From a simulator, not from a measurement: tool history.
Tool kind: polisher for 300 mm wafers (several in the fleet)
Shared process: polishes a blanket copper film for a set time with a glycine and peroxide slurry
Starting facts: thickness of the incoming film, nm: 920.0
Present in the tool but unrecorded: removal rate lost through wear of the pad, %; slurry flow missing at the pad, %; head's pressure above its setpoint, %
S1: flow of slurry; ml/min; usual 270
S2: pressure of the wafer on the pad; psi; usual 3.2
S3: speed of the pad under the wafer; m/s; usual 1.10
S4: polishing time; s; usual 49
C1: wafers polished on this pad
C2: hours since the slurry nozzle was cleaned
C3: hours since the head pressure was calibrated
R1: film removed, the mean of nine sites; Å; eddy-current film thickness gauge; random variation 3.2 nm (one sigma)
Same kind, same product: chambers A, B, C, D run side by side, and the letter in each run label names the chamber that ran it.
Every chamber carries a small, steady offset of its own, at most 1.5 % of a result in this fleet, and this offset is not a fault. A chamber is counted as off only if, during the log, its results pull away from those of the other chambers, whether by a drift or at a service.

| run | hour | S1 | S2 | S3 | S4 | C1 | C2 | C3 | R1 |
|---|---|---|---|---|---|---|---|---|---|
| 1A | 7.3 | 270 | 3.2 | 1.10 | 49 | 1049 | 615.9 | 487.6 | 2734.0 |
|  | 9.8 | chamber A: worn pad replaced by a new one |
| 2D | 16.2 | 270 | 3.2 | 1.10 | 49 | 621 | 234.2 | 627.1 | 2794.8 |
| 3C | 21.9 | 270 | 3.2 | 1.10 | 49 | 531 | 261.7 | 799.5 | 2809.5 |
| 4B | 29.5 | 270 | 3.2 | 1.10 | 49 | 591 | 117.3 | 32.3 | 2749.4 |
| 5C | 37.1 | 270 | 3.2 | 1.10 | 49 | 710 | 276.9 | 814.7 | 2881.3 |
| 6A | 44.5 | 270 | 3.2 | 1.10 | 49 | 409 | 653.1 | 524.8 | 2777.0 |
| 7B | 53.5 | 270 | 3.2 | 1.10 | 49 | 874 | 141.3 | 56.3 | 2774.4 |
|  | 60.1 | chamber C: worn pad replaced by a new one |
| 8D | 63.7 | 270 | 3.2 | 1.10 | 49 | 1181 | 281.7 | 674.6 | 2807.9 |
| 9A | 72.7 | 270 | 3.2 | 1.10 | 49 | 741 | 681.3 | 553.0 | 2751.9 |
| 10B | 81.4 | 350 | 3.2 | 1.28 | 49 | 1203 | 169.2 | 84.2 | 3224.9 |
|  | 82.7 | chamber B: worn pad replaced by a new one |
|  | 86.8 | chamber D: head pressure recalibrated |
|  | 87.9 | chamber A: slurry nozzle cleaned |
| 11C | 90.4 | 350 | 3.2 | 1.28 | 49 | 357 | 330.2 | 868.0 | 3330.9 |
|  | 90.9 | chamber A: worn pad replaced by a new one |
| 12D | 100.7 | 350 | 3.2 | 1.28 | 49 | 1617 | 318.7 | 13.9 | 3259.0 |
| 13A | 108.5 | 350 | 3.2 | 1.28 | 49 | 208 | 20.7 | 588.8 | 3242.3 |
| 14B | 117.0 | 270 | 3.2 | 1.10 | 49 | 404 | 204.8 | 119.8 | 2741.8 |
| 15C | 126.4 | 270 | 3.2 | 1.10 | 49 | 781 | 366.2 | 904.0 | 2794.3 |
| 16D | 134.4 | 270 | 3.2 | 1.10 | 49 | 2014 | 352.4 | 47.6 | 2784.5 |
| 17D | 141.4 | 220 | 3.2 | 1.10 | 49 | 2096 | 359.4 | 54.6 | 2629.2 |
|  | 148.8 | chamber C: worn pad replaced by a new one |
| 18C | 151.0 | 220 | 3.2 | 1.10 | 49 | 25 | 390.8 | 928.6 | 2777.0 |
| 19A | 156.1 | 220 | 3.2 | 1.10 | 49 | 768 | 68.3 | 636.4 | 2694.9 |
| 20B | 164.0 | 220 | 3.2 | 1.10 | 49 | 957 | 251.8 | 166.8 | 2657.2 |
| 21D | 169.3 | 270 | 3.2 | 1.32 | 49 | 2425 | 387.3 | 82.5 | 3120.3 |
|  | 175.8 | chamber A: worn pad replaced by a new one |
| 22B | 177.9 | 270 | 3.2 | 1.32 | 49 | 1121 | 265.7 | 180.7 | 3219.3 |
| 23C | 183.9 | 270 | 3.2 | 1.32 | 49 | 413 | 423.7 | 961.5 | 3319.6 |
|  | 184.6 | chamber B: worn pad replaced by a new one |
| 24A | 193.2 | 270 | 3.2 | 1.32 | 49 | 205 | 105.4 | 673.5 | 3263.2 |
| 25D | 203.2 | 270 | 3.2 | 1.10 | 49 | 2824 | 421.2 | 116.4 | 2533.8 |
| 26C | 209.8 | 270 | 3.2 | 1.10 | 49 | 718 | 449.6 | 987.4 | 2784.9 |
| 27A | 217.8 | 270 | 3.2 | 1.10 | 49 | 495 | 130.0 | 698.1 | 2752.5 |
| 28B | 225.0 | 270 | 3.2 | 0.80 | 49 | 476 | 312.8 | 227.8 | 2129.1 |
| 29A | 235.9 | 270 | 3.2 | 0.80 | 49 | 708 | 148.1 | 716.2 | 2124.7 |
|  | 240.9 | chamber C: worn pad replaced by a new one |
| 30D | 243.5 | 270 | 3.2 | 0.80 | 49 | 3299 | 461.5 | 156.7 | 1912.7 |
| 31B | 251.1 | 270 | 3.2 | 0.80 | 49 | 784 | 338.9 | 253.9 | 2140.5 |
| 32C | 259.5 | 270 | 3.2 | 1.10 | 49 | 219 | 499.3 | 1037.1 | 2749.1 |
|  | 264.0 | chamber A: worn pad replaced by a new one |
| 33D | 269.3 | 270 | 3.2 | 1.10 | 49 | 3603 | 487.3 | 182.5 | 2497.8 |
| 34A | 280.2 | 360 | 3.2 | 1.10 | 49 | 191 | 192.4 | 760.5 | 2906.7 |

All chambers now run identical settings, listed one chamber a line with results as question marks. What results will each chamber show?
| 35A | 288.2 | 270 | 3.2 | 1.10 | 49 |  |  |  | ? |
| 35B | 288.2 | 270 | 3.2 | 1.10 | 49 |  |  |  | ? |
| 35C | 288.2 | 270 | 3.2 | 1.10 | 49 |  |  |  | ? |
| 35D | 288.2 | 270 | 3.2 | 1.10 | 49 |  |  |  | ? |

| run | R1 |
|---|---|
| 35A | 2766.9 |
| 35B | 2808.6 |
| 35C | 2822.7 |
| 35D | 2428.3 |
